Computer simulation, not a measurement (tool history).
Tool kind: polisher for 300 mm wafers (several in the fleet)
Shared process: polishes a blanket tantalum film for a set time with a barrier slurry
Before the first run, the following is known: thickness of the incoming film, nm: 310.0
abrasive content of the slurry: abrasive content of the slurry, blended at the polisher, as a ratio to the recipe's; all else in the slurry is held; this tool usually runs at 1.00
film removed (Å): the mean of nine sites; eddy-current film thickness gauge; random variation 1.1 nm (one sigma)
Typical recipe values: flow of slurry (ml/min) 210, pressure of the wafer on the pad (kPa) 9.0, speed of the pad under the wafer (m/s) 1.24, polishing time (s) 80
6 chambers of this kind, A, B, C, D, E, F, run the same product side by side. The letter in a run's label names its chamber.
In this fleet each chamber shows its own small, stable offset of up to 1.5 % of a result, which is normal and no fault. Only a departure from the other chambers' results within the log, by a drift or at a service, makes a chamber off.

| run | day | flow of slurry (ml/min) | pressure of the wafer on the pad (kPa) | speed of the pad under the wafer (m/s) | abrasive content of the slurry | polishing time (s) | film removed (Å) |
|---|---|---|---|---|---|---|---|
| 1B | 0.433 | 210 | 9.0 | 1.24 | 1.00 | 80 | 1186.80 |
| 2C | 0.854 | 210 | 9.0 | 1.24 | 1.00 | 80 | 1174.80 |
|  | 0.879 | chamber E: slurry blender recalibrated |
|  | 1.225 | chamber D: head pressure recalibrated |
| 3D | 1.279 | 210 | 9.0 | 1.24 | 1.00 | 80 | 1169.00 |
|  | 1.300 | chamber A: worn pad replaced by a new one |
|  | 1.525 | chamber B: worn pad replaced by a new one |
| 4A | 1.533 | 210 | 9.0 | 1.24 | 1.00 | 80 | 1191.30 |
| 5F | 1.767 | 210 | 9.0 | 1.24 | 1.00 | 80 | 1158.30 |
|  | 2.042 | chamber D: worn pad replaced by a new one |
| 6E | 2.150 | 210 | 9.0 | 1.24 | 1.00 | 80 | 1183.00 |
| 7E | 2.421 | 210 | 9.0 | 1.24 | 1.00 | 80 | 1185.20 |
|  | 2.717 | chamber C: worn pad replaced by a new one |
| 8D | 2.833 | 210 | 9.0 | 1.24 | 1.00 | 80 | 1174.10 |
| 9B | 3.188 | 210 | 9.0 | 1.24 | 1.00 | 80 | 1173.00 |
| 10A | 3.446 | 210 | 9.0 | 1.24 | 1.00 | 80 | 1171.10 |
|  | 3.575 | chamber B: slurry blender recalibrated |
|  | 3.688 | chamber F: worn pad replaced by a new one |
| 11C | 3.892 | 210 | 9.0 | 1.24 | 1.00 | 80 | 1183.40 |
|  | 3.996 | chamber A: worn pad replaced by a new one |
| 12F | 4.150 | 210 | 9.0 | 1.24 | 1.00 | 80 | 1182.50 |
| 13F | 4.467 | 210 | 9.0 | 1.24 | 1.00 | 80 | 1171.40 |
|  | 4.650 | chamber F: slurry blender recalibrated |
| 14C | 4.733 | 210 | 9.0 | 1.24 | 1.00 | 80 | 1171.70 |
|  | 4.883 | chamber E: worn pad replaced by a new one |
| 15B | 5.008 | 210 | 9.0 | 1.24 | 1.00 | 80 | 1174.90 |
| 16A | 5.475 | 210 | 9.0 | 1.24 | 1.00 | 80 | 1190.20 |
|  | 5.617 | chamber D: worn pad replaced by a new one |
| 17D | 5.825 | 210 | 9.0 | 1.24 | 1.00 | 80 | 1169.00 |
| 18E | 6.267 | 210 | 9.0 | 1.24 | 1.00 | 80 | 1166.80 |
| 19F | 6.529 | 210 | 9.0 | 1.24 | 1.00 | 80 | 1175.10 |
|  | 6.688 | chamber A: worn pad replaced by a new one |
| 20C | 7.008 | 210 | 9.0 | 1.24 | 1.00 | 80 | 1158.10 |
| 21E | 7.317 | 210 | 9.0 | 1.24 | 1.00 | 80 | 1163.30 |
| 22D | 7.538 | 210 | 9.0 | 1.24 | 1.00 | 80 | 1165.40 |
|  | 7.696 | chamber C: worn pad replaced by a new one |
| 23A | 7.771 | 210 | 9.0 | 1.24 | 1.00 | 80 | 1172.30 |
|  | 7.862 | chamber D: slurry blender recalibrated |
|  | 8.025 | chamber F: slurry nozzle cleaned |
| 24B | 8.167 | 210 | 9.0 | 1.24 | 1.00 | 80 | 1179.60 |
| 25E | 8.546 | 210 | 9.0 | 1.24 | 1.00 | 80 | 1181.20 |
|  | 8.850 | chamber B: worn pad replaced by a new one |
| 26A | 8.938 | 240 | 9.0 | 1.24 | 1.25 | 80 | 1265.90 |
| 27D | 9.329 | 240 | 9.0 | 1.24 | 1.25 | 80 | 1263.40 |
|  | 9.575 | chamber A: worn pad replaced by a new one |
| 28B | 9.688 | 240 | 9.0 | 1.24 | 1.25 | 80 | 1266.90 |
|  | 9.717 | chamber D: slurry nozzle cleaned |
|  | 9.875 | chamber D: worn pad replaced by a new one |
| 29C | 9.942 | 240 | 9.0 | 1.24 | 1.25 | 80 | 1246.70 |
| 30F | 10.325 | 240 | 9.0 | 1.24 | 1.25 | 80 | 1266.00 |
|  | 10.375 | chamber F: worn pad replaced by a new one |
|  | 10.558 | chamber A: slurry blender recalibrated |
| 31C | 10.725 | 240 | 9.0 | 1.24 | 1.25 | 80 | 1227.90 |
| 32A | 11.112 | 210 | 9.0 | 1.24 | 1.00 | 80 | 1162.00 |
| 33F | 11.392 | 210 | 9.0 | 1.24 | 1.00 | 80 | 1164.00 |
| 34E | 11.808 | 210 | 9.0 | 1.24 | 1.00 | 80 | 1178.80 |
| 35B | 12.179 | 210 | 9.0 | 1.24 | 1.00 | 80 | 1191.40 |
| 36D | 12.642 | 210 | 9.0 | 1.24 | 1.00 | 80 | 1158.30 |
| 37F | 12.888 | 210 | 9.0 | 1.24 | 1.00 | 80 | 1171.00 |

Next, all 6 chambers run the settings below, one line each with question marks for the results. What does each chamber give?
| 38A | 13.246 | 210 | 9.0 | 0.92 | 1.00 | 80 | ? |
| 38B | 13.246 | 210 | 9.0 | 0.92 | 1.00 | 80 | ? |
| 38C | 13.246 | 210 | 9.0 | 0.92 | 1.00 | 80 | ? |
| 38D | 13.246 | 210 | 9.0 | 0.92 | 1.00 | 80 | ? |
| 38E | 13.246 | 210 | 9.0 | 0.92 | 1.00 | 80 | ? |
| 38F | 13.246 | 210 | 9.0 | 0.92 | 1.00 | 80 | ? |

| run | film removed (Å) |
|---|---|
| 38A | 859.88 |
| 38B | 879.13 |
| 38C | 820.24 |
| 38D | 867.91 |
| 38E | 872.23 |
| 38F | 876.94 |

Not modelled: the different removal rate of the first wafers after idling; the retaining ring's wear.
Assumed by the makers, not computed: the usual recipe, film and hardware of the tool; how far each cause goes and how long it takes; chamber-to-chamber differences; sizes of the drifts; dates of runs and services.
